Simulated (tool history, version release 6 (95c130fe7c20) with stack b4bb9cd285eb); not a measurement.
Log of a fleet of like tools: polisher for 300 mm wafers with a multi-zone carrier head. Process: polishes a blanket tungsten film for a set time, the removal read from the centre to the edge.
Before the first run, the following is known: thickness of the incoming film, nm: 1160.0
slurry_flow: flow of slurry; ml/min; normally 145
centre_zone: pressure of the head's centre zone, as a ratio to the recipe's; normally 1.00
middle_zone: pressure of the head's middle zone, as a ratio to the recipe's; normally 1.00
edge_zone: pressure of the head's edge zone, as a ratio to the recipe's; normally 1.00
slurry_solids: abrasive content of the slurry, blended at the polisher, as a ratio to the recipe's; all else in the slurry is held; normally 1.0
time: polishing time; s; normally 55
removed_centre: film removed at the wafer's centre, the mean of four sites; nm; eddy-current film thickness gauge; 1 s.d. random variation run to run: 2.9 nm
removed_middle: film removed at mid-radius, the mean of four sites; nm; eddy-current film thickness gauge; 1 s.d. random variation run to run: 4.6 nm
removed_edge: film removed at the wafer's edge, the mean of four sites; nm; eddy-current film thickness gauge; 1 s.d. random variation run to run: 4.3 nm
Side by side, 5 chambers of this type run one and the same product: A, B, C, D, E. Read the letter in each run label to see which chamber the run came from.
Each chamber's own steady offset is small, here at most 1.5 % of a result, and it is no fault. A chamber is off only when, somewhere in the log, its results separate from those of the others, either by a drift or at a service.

run,hour,slurry_flow,centre_zone,middle_zone,edge_zone,slurry_solids,time,wafers polished on this pad,hours since the slurry nozzle was cleaned,hours since the centre zone pressure was calibrated,hours since the edge zone pressure was calibrated,removed_centre,removed_middle,removed_edge
# hour 6.9: chamber D: worn pad replaced by a new one
1C,6.9,145,1.00,1.00,1.00,1.0,55,274,10.5,101.7,487.8,354.09,352.04,346.18
2A,15.8,145,1.00,1.00,1.00,1.0,55,717,40.3,202.6,141.9,359.07,351.51,360.43
# hour 23.7: chamber D: edge zone pressure recalibrated
3B,26.3,145,1.00,1.00,1.00,1.0,55,528,70.1,268.3,915.6,354.42,351.12,360.26
4D,34.3,145,1.00,1.00,1.00,1.0,55,421,35.8,400.5,10.6,361.96,353.25,358.05
# hour 39.2: chamber A: worn pad replaced by a new one
# hour 39.6: chamber E: worn pad replaced by a new one
5E,43.7,145,1.00,1.00,1.00,1.0,55,63,582.1,1327.1,215.3,351.91,359.50,362.21
# hour 45.1: chamber C: worn pad replaced by a new one
6C,50.5,145,1.00,1.00,1.00,1.0,55,82,54.1,145.3,531.4,356.33,356.69,354.23
# hour 53.0: chamber B: worn pad replaced by a new one
7D,57.3,145,1.00,1.00,1.00,1.0,55,774,58.8,423.5,33.6,353.13,355.53,361.53
# hour 59.8: chamber D: worn pad replaced by a new one
8E,65.1,145,1.00,1.00,1.05,0.9,55,392,603.5,1348.5,236.7,347.07,349.04,351.61
# hour 70.0: chamber D: centre zone pressure recalibrated
9B,74.0,145,1.00,1.00,1.05,0.9,55,323,117.8,316.0,963.3,347.75,345.09,364.85
10A,80.5,145,1.00,1.00,1.05,0.9,55,635,105.0,267.3,206.6,345.59,347.92,368.49
# hour 87.8: chamber B: centre zone pressure recalibrated
11C,89.2,145,1.00,1.00,1.05,0.9,55,677,92.8,184.0,570.1,342.80,349.86,362.43
12E,95.0,145,1.00,1.00,1.05,0.9,55,851,633.4,1378.4,266.6,350.07,351.48,353.31
13D,101.6,115,1.00,0.93,1.00,1.0,55,642,103.1,31.6,77.9,332.35,314.98,347.05
# hour 103.3: chamber E: worn pad replaced by a new one
# hour 103.7: chamber A: worn pad replaced by a new one
# hour 109.0: chamber C: worn pad replaced by a new one
14B,110.7,115,1.00,0.93,1.00,1.0,55,886,154.5,23.0,1000.0,338.62,312.22,345.56
# hour 117.0: chamber D: worn pad replaced by a new one
15A,119.8,115,1.00,0.93,1.00,1.0,55,247,144.3,306.6,245.9,338.82,321.03,345.34
# hour 122.5: chamber B: worn pad replaced by a new one
16D,124.9,115,1.00,0.93,1.00,1.0,55,122,126.4,54.9,101.2,338.52,312.55,345.35
17B,132.9,115,1.00,0.93,1.00,1.0,55,160,176.7,45.2,1022.2,341.68,318.22,340.63
18A,142.1,145,1.00,1.00,1.00,1.0,55,590,166.6,328.9,268.2,356.66,361.13,353.69
19C,146.7,145,1.00,1.00,1.00,1.0,55,580,150.3,241.5,627.6,355.25,358.34,350.70
20E,154.4,145,1.00,1.00,1.00,1.0,55,785,692.8,1437.8,326.0,353.29,361.32,356.40
21D,161.7,145,1.00,1.00,1.00,1.0,55,687,163.2,91.7,138.0,352.85,354.65,362.74
# hour 166.5: chamber E: centre zone pressure recalibrated
# hour 167.3: chamber B: edge zone pressure recalibrated
22B,169.6,145,1.00,1.00,1.00,1.0,55,723,213.4,81.9,2.3,359.03,358.83,362.97
# hour 171.1: chamber A: worn pad replaced by a new one
# hour 172.6: chamber C: worn pad replaced by a new one
# hour 173.6: chamber E: worn pad replaced by a new one
23C,179.5,145,1.00,1.00,1.00,1.0,55,107,183.1,274.3,660.4,358.18,354.24,355.98
# hour 184.3: chamber D: worn pad replaced by a new one
24A,188.4,145,1.00,1.00,1.00,1.0,55,265,212.9,375.2,314.5,350.96,346.16,368.27
# hour 189.4: chamber B: worn pad replaced by a new one
25E,195.0,175,1.00,1.00,1.00,1.0,55,328,733.4,28.6,366.6,399.93,364.22,361.83
26A,204.2,175,1.00,1.00,1.00,1.0,55,508,228.7,391.0,330.3,370.87,372.29,369.08
# hour 213.4: chamber B: slurry nozzle cleaned
27C,214.5,175,1.00,1.00,1.00,1.0,55,644,218.1,309.3,695.4,367.39,381.89,362.26
28D,220.2,175,1.00,1.00,1.00,1.0,55,552,221.7,150.2,196.5,369.20,372.03,374.48
# hour 226.8: chamber E: worn pad replaced by a new one
# hour 227.6: chamber E: edge zone pressure recalibrated
29B,229.6,175,1.00,1.00,1.00,1.0,55,618,16.2,141.9,62.3,375.67,366.72,361.81
30E,234.7,145,1.00,1.00,1.00,1.0,55,121,773.1,68.3,7.2,380.22,364.38,352.01
31D,239.7,145,0.96,0.88,1.00,1.0,55,852,241.2,169.7,216.0,341.84,315.35,362.52
# hour 240.0: chamber A: worn pad replaced by a new one
# hour 241.5: chamber C: worn pad replaced by a new one
32B,250.1,145,0.96,0.88,1.00,1.0,55,933,36.7,162.4,82.8,337.19,307.65,359.18
# hour 257.6: chamber B: worn pad replaced by a new one
33C,259.8,145,0.96,0.88,1.00,1.0,55,281,263.4,354.6,740.7,340.99,315.38,359.45
# hour 263.9: chamber C: slurry nozzle cleaned
34E,268.9,145,0.96,0.88,1.00,1.0,55,646,807.3,102.5,41.4,366.97,320.10,360.10
35A,277.8,145,0.96,0.88,1.00,1.0,55,580,302.3,464.6,403.9,341.95,314.22,359.83
36B,285.4,145,1.00,1.00,1.00,1.0,55,428,72.0,197.7,118.1,361.30,349.39,368.38
37E,290.9,145,1.00,1.00,1.00,1.0,55,984,829.3,124.5,63.4,387.07,365.61,361.45
# hour 298.5: chamber A: worn pad replaced by a new one
38C,299.5,145,1.00,1.00,1.00,1.0,55,890,35.6,394.3,780.4,359.21,357.98,354.53
39A,308.6,145,1.00,1.00,1.00,1.0,55,156,333.1,495.4,434.7,359.97,359.96,364.56

All chambers now run identical settings, listed one chamber a line with results as question marks. What results will each chamber show?
40A,316.2,145,1.00,1.00,1.00,1.0,55,,,,,?,?,?
40B,316.2,145,1.00,1.00,1.00,1.0,55,,,,,?,?,?
40C,316.2,145,1.00,1.00,1.00,1.0,55,,,,,?,?,?
40D,316.2,145,1.00,1.00,1.00,1.0,55,,,,,?,?,?
40E,316.2,145,1.00,1.00,1.00,1.0,55,,,,,?,?,?

run,removed_centre,removed_middle,removed_edge
40A,352.49,362.30,359.39
40B,359.00,360.03,365.73
40C,352.50,355.80,352.31
40D,354.51,353.62,353.89
40E,380.10,358.93,358.70

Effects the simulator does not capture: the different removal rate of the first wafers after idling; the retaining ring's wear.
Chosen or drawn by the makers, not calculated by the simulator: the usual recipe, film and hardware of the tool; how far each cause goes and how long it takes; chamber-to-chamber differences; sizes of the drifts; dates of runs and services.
